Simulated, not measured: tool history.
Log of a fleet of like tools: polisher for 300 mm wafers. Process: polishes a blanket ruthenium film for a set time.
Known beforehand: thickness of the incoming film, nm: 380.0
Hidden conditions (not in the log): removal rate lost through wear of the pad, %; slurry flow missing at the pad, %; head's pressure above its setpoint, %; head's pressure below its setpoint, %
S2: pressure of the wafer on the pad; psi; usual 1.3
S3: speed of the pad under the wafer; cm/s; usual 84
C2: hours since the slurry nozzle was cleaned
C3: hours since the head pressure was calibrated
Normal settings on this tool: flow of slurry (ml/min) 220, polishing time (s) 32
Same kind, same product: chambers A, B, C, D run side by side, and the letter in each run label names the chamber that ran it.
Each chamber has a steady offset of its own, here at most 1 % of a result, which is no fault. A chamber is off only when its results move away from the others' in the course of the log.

{"run": "1D", "hour": 6.3, "flow of slurry (ml/min)": 220, "S2": 1.3, "S3": 84, "polishing time (s)": 32, "wafers polished on this pad": 848, "C2": 250.0, "C3": 286.1, "film removed (angstrom)": 232.28}
{"hour": 12.9, "done": "chamber C: worn pad replaced by a new one"}
{"run": "2C", "hour": 16.9, "flow of slurry (ml/min)": 220, "S2": 1.3, "S3": 84, "polishing time (s)": 32, "wafers polished on this pad": 63, "C2": 513.0, "C3": 987.6, "film removed (angstrom)": 236.23}
{"hour": 23.6, "done": "chamber D: worn pad replaced by a new one"}
{"run": "3B", "hour": 25.3, "flow of slurry (ml/min)": 220, "S2": 1.3, "S3": 84, "polishing time (s)": 32, "wafers polished on this pad": 648, "C2": 180.4, "C3": 1132.8, "film removed (angstrom)": 235.31}
{"run": "4A", "hour": 35.8, "flow of slurry (ml/min)": 220, "S2": 1.3, "S3": 84, "polishing time (s)": 32, "wafers polished on this pad": 922, "C2": 44.8, "C3": 245.7, "film removed (angstrom)": 235.04}
{"run": "5B", "hour": 42.5, "flow of slurry (ml/min)": 220, "S2": 1.3, "S3": 84, "polishing time (s)": 32, "wafers polished on this pad": 918, "C2": 197.6, "C3": 1150.0, "film removed (angstrom)": 237.19}
{"hour": 46.2, "done": "chamber A: worn pad replaced by a new one"}
{"hour": 49.0, "done": "chamber B: worn pad replaced by a new one"}
{"run": "6C", "hour": 51.2, "flow of slurry (ml/min)": 220, "S2": 1.3, "S3": 84, "polishing time (s)": 32, "wafers polished on this pad": 602, "C2": 547.3, "C3": 1021.9, "film removed (angstrom)": 239.83}
{"run": "7A", "hour": 58.0, "flow of slurry (ml/min)": 220, "S2": 1.3, "S3": 84, "polishing time (s)": 32, "wafers polished on this pad": 186, "C2": 67.0, "C3": 267.9, "film removed (angstrom)": 234.3}
{"run": "8D", "hour": 66.8, "flow of slurry (ml/min)": 220, "S2": 1.3, "S3": 84, "polishing time (s)": 32, "wafers polished on this pad": 680, "C2": 310.5, "C3": 346.6, "film removed (angstrom)": 235.18}
{"run": "9C", "hour": 72.9, "flow of slurry (ml/min)": 220, "S2": 1.3, "S3": 84, "polishing time (s)": 32, "wafers polished on this pad": 943, "C2": 569.0, "C3": 1043.6, "film removed (angstrom)": 235.69}
{"hour": 78.0, "done": "chamber C: worn pad replaced by a new one"}
{"run": "10A", "hour": 83.4, "flow of slurry (ml/min)": 220, "S2": 1.3, "S3": 84, "polishing time (s)": 32, "wafers polished on this pad": 585, "C2": 92.4, "C3": 293.3, "film removed (angstrom)": 234.06}
{"hour": 85.4, "done": "chamber D: head pressure recalibrated"}
{"hour": 86.3, "done": "chamber D: worn pad replaced by a new one"}
{"run": "11D", "hour": 91.6, "flow of slurry (ml/min)": 220, "S2": 1.3, "S3": 84, "polishing time (s)": 32, "wafers polished on this pad": 84, "C2": 335.3, "C3": 6.2, "film removed (angstrom)": 237.29}
{"run": "12B", "hour": 100.9, "flow of slurry (ml/min)": 220, "S2": 1.3, "S3": 84, "polishing time (s)": 32, "wafers polished on this pad": 816, "C2": 256.0, "C3": 1208.4, "film removed (angstrom)": 231.6}
{"hour": 103.1, "done": "chamber C: head pressure recalibrated"}
{"run": "13D", "hour": 111.2, "flow of slurry (ml/min)": 220, "S2": 1.3, "S3": 84, "polishing time (s)": 32, "wafers polished on this pad": 392, "C2": 354.9, "C3": 25.8, "film removed (angstrom)": 231.71}
{"hour": 114.6, "done": "chamber B: worn pad replaced by a new one"}
{"hour": 115.9, "done": "chamber A: worn pad replaced by a new one"}
{"run": "14B", "hour": 116.9, "flow of slurry (ml/min)": 190, "S2": 1.3, "S3": 84, "polishing time (s)": 37, "wafers polished on this pad": 36, "C2": 272.0, "C3": 1224.4, "film removed (angstrom)": 271.74}
{"run": "15C", "hour": 127.0, "flow of slurry (ml/min)": 190, "S2": 1.3, "S3": 84, "polishing time (s)": 37, "wafers polished on this pad": 770, "C2": 623.1, "C3": 24.0, "film removed (angstrom)": 243.05}
{"run": "16A", "hour": 137.6, "flow of slurry (ml/min)": 190, "S2": 1.3, "S3": 84, "polishing time (s)": 37, "wafers polished on this pad": 342, "C2": 146.6, "C3": 347.5, "film removed (angstrom)": 272.72}
{"hour": 141.2, "done": "chamber C: worn pad replaced by a new one"}
{"run": "17C", "hour": 146.2, "flow of slurry (ml/min)": 190, "S2": 1.3, "S3": 84, "polishing time (s)": 37, "wafers polished on this pad": 78, "C2": 642.3, "C3": 43.2, "film removed (angstrom)": 237.84}
{"hour": 153.6, "done": "chamber D: worn pad replaced by a new one"}
{"run": "18D", "hour": 156.6, "flow of slurry (ml/min)": 220, "S2": 1.3, "S3": 84, "polishing time (s)": 32, "wafers polished on this pad": 47, "C2": 400.3, "C3": 71.2, "film removed (angstrom)": 239.99}
{"run": "19B", "hour": 163.5, "flow of slurry (ml/min)": 220, "S2": 1.3, "S3": 84, "polishing time (s)": 32, "wafers polished on this pad": 768, "C2": 318.6, "C3": 1271.0, "film removed (angstrom)": 235.59}
{"hour": 173.8, "done": "chamber A: worn pad replaced by a new one"}
{"run": "20A", "hour": 175.0, "flow of slurry (ml/min)": 220, "S2": 1.3, "S3": 84, "polishing time (s)": 32, "wafers polished on this pad": 20, "C2": 184.0, "C3": 384.9, "film removed (angstrom)": 241.28}
{"hour": 178.9, "done": "chamber B: worn pad replaced by a new one"}
{"run": "21A", "hour": 185.8, "flow of slurry (ml/min)": 220, "S2": 1.3, "S3": 84, "polishing time (s)": 32, "wafers polished on this pad": 189, "C2": 194.8, "C3": 395.7, "film removed (angstrom)": 236.58}
{"run": "22B", "hour": 194.0, "flow of slurry (ml/min)": 220, "S2": 1.3, "S3": 84, "polishing time (s)": 32, "wafers polished on this pad": 238, "C2": 349.1, "C3": 1301.5, "film removed (angstrom)": 233.35}
{"run": "23D", "hour": 199.5, "flow of slurry (ml/min)": 220, "S2": 1.3, "S3": 84, "polishing time (s)": 32, "wafers polished on this pad": 722, "C2": 443.2, "C3": 114.1, "film removed (angstrom)": 238.32}
{"run": "24C", "hour": 209.0, "flow of slurry (ml/min)": 220, "S2": 1.3, "S3": 84, "polishing time (s)": 32, "wafers polished on this pad": 1066, "C2": 705.1, "C3": 106.0, "film removed (angstrom)": 212.97}
{"run": "25C", "hour": 214.1, "flow of slurry (ml/min)": 220, "S2": 1.3, "S3": 84, "polishing time (s)": 32, "wafers polished on this pad": 1146, "C2": 710.2, "C3": 111.1, "film removed (angstrom)": 211.38}
{"hour": 214.2, "done": "chamber C: worn pad replaced by a new one"}
{"hour": 217.4, "done": "chamber A: head pressure recalibrated"}
{"run": "26D", "hour": 219.9, "flow of slurry (ml/min)": 220, "S2": 1.3, "S3": 84, "polishing time (s)": 32, "wafers polished on this pad": 1042, "C2": 463.6, "C3": 134.5, "film removed (angstrom)": 235.05}
{"run": "27B", "hour": 229.3, "flow of slurry (ml/min)": 220, "S2": 1.3, "S3": 84, "polishing time (s)": 32, "wafers polished on this pad": 793, "C2": 384.4, "C3": 1336.8, "film removed (angstrom)": 236.05}
{"hour": 232.7, "done": "chamber D: worn pad replaced by a new one"}
{"hour": 233.6, "done": "chamber A: worn pad replaced by a new one"}
{"hour": 236.1, "done": "chamber C: slurry nozzle cleaned"}
{"run": "28A", "hour": 236.6, "flow of slurry (ml/min)": 220, "S2": 1.3, "S3": 84, "polishing time (s)": 32, "wafers polished on this pad": 47, "C2": 245.6, "C3": 19.2, "film removed (angstrom)": 235.53}
{"run": "29C", "hour": 245.6, "flow of slurry (ml/min)": 220, "S2": 1.3, "S3": 84, "polishing time (s)": 32, "wafers polished on this pad": 494, "C2": 9.5, "C3": 142.6, "film removed (angstrom)": 214.19}
{"hour": 250.6, "done": "chamber B: worn pad replaced by a new one"}
{"run": "30D", "hour": 255.4, "flow of slurry (ml/min)": 220, "S2": 1.3, "S3": 84, "polishing time (s)": 32, "wafers polished on this pad": 357, "C2": 499.1, "C3": 170.0, "film removed (angstrom)": 231.26}
{"hour": 258.2, "done": "chamber B: head pressure recalibrated"}
{"run": "31B", "hour": 261.7, "flow of slurry (ml/min)": 220, "S2": 1.3, "S3": 84, "polishing time (s)": 32, "wafers polished on this pad": 175, "C2": 416.8, "C3": 3.6, "film removed (angstrom)": 237.93}
{"run": "32A", "hour": 270.5, "flow of slurry (ml/min)": 220, "S2": 1.3, "S3": 84, "polishing time (s)": 32, "wafers polished on this pad": 580, "C2": 279.5, "C3": 53.1, "film removed (angstrom)": 236.63}
{"hour": 279.4, "done": "chamber C: worn pad replaced by a new one"}
{"run": "33A", "hour": 280.7, "flow of slurry (ml/min)": 220, "S2": 1.3, "S3": 100, "polishing time (s)": 32, "wafers polished on this pad": 740, "C2": 289.7, "C3": 63.3, "film removed (angstrom)": 279.27}
{"run": "34D", "hour": 286.3, "flow of slurry (ml/min)": 220, "S2": 1.3, "S3": 100, "polishing time (s)": 32, "wafers polished on this pad": 843, "C2": 530.0, "C3": 200.9, "film removed (angstrom)": 274.33}
{"run": "35C", "hour": 293.4, "flow of slurry (ml/min)": 220, "S2": 1.3, "S3": 100, "polishing time (s)": 32, "wafers polished on this pad": 221, "C2": 57.3, "C3": 190.4, "film removed (angstrom)": 255.86}
{"run": "36B", "hour": 300.6, "flow of slurry (ml/min)": 220, "S2": 1.3, "S3": 100, "polishing time (s)": 32, "wafers polished on this pad": 786, "C2": 455.7, "C3": 42.5, "film removed (angstrom)": 282.45}
{"run": "37C", "hour": 312.0, "flow of slurry (ml/min)": 220, "S2": 1.3, "S3": 84, "polishing time (s)": 32, "wafers polished on this pad": 513, "C2": 75.9, "C3": 209.0, "film removed (angstrom)": 211.29}

Predict what each chamber gives when all 4 of them run the settings below next.
{"run": "38A", "hour": 320.3, "flow of slurry (ml/min)": 220, "S2": 1.3, "S3": 112, "polishing time (s)": 32, "film removed (angstrom)": "?"}
{"run": "38B", "hour": 320.3, "flow of slurry (ml/min)": 220, "S2": 1.3, "S3": 112, "polishing time (s)": 32, "film removed (angstrom)": "?"}
{"run": "38C", "hour": 320.3, "flow of slurry (ml/min)": 220, "S2": 1.3, "S3": 112, "polishing time (s)": 32, "film removed (angstrom)": "?"}
{"run": "38D", "hour": 320.3, "flow of slurry (ml/min)": 220, "S2": 1.3, "S3": 112, "polishing time (s)": 32, "film removed (angstrom)": "?"}

run=38A film_removed_(angstrom)=319.65
run=38B film_removed_(angstrom)=316.01
run=38C film_removed_(angstrom)=282.63
run=38D film_removed_(angstrom)=305.77
